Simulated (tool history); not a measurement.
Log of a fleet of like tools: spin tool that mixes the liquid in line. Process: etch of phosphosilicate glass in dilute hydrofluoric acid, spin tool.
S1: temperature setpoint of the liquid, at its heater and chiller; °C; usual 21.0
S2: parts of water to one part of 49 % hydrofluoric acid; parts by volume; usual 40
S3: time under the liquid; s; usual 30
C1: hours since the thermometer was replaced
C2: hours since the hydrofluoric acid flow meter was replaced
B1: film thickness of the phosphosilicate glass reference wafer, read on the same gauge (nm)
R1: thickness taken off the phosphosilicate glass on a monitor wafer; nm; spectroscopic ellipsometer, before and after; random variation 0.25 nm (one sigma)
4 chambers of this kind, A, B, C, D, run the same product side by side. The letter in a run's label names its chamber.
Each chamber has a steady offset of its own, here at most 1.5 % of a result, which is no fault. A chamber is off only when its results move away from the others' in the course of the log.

run   hour    S1  S2  S3     C1      C2      B1      R1
 1A    8.6  21.0  40  30  773.0   110.9  149.99  42.744
      11.8  -- chamber A: thermometer replaced
 2B   16.0  21.0  40  30   41.7   381.8  149.98  42.698
 3C   21.4  21.0  40  30  700.1  1231.5  149.99  43.411
 4D   28.2  21.0  40  30  811.9   246.9  149.98  43.064
 5D   34.6  21.0  40  30  818.3   253.3  149.99  43.549
 6C   42.8  21.0  40  30  721.5  1252.9  150.06  43.045
 7A   50.7  21.0  40  30   38.9   153.0  149.93  42.625
 8B   59.2  21.0  40  30   84.9   425.0  149.97  42.835
 9C   65.5  21.0  40  30  744.2  1275.6  149.98  42.984
10B   70.2  17.5  55  30   95.9   436.0  150.02  26.369
11D   77.7  17.5  55  30  861.4   296.4  150.02  26.831
12A   83.5  17.5  55  30   71.7   185.8  149.99  25.935
13D   89.1  17.5  55  30  872.8   307.8  150.02  27.095
14B   97.9  21.0  40  30  123.6   463.7  149.98  42.425
15C  105.1  21.0  40  30  783.8  1315.2  149.99  42.854
16A  112.2  21.0  40  30  100.4   214.5  149.99  42.423
17D  119.1  21.0  40  30  902.8   337.8  149.99  44.189
18C  125.9  21.0  40  30  804.6  1336.0  149.99  42.908
19A  131.1  21.0  40  30  119.3   233.4  149.96  42.424
20B  138.2  21.0  40  30  163.9   504.0  150.01  42.616
21A  145.0  21.0  40  30  133.2   247.3  149.96  42.864
22B  150.6  21.0  40  30  176.3   516.4  150.00  42.439
23C  154.5  21.0  40  30  833.2  1364.6  149.98  43.499
24D  159.1  21.0  40  30  942.8   377.8  150.00  44.975
     164.1  -- chamber B: hydrofluoric acid flow meter replaced
25B  164.2  21.0  40  30  189.9     0.1  150.03  42.807
26D  171.2  21.0  40  30  954.9   389.9  150.00  44.913
     173.3  -- chamber C: hydrofluoric acid flow meter replaced
27A  175.6  21.0  40  30  163.8   277.9  150.01  42.405
28C  181.0  21.0  40  30  859.7     7.8  150.03  43.255
29C  189.3  21.0  40  30  868.0    16.1  150.01  43.526

All 4 chambers run these settings next. Forecast each chamber's results:
30A  195.5  21.0  40  30               ?
30B  195.5  21.0  40  30               ?
30C  195.5  21.0  40  30               ?
30D  195.5  21.0  40  30               ?

run      R1
30A  42.367
30B  42.388
30C  43.127
30D  45.399

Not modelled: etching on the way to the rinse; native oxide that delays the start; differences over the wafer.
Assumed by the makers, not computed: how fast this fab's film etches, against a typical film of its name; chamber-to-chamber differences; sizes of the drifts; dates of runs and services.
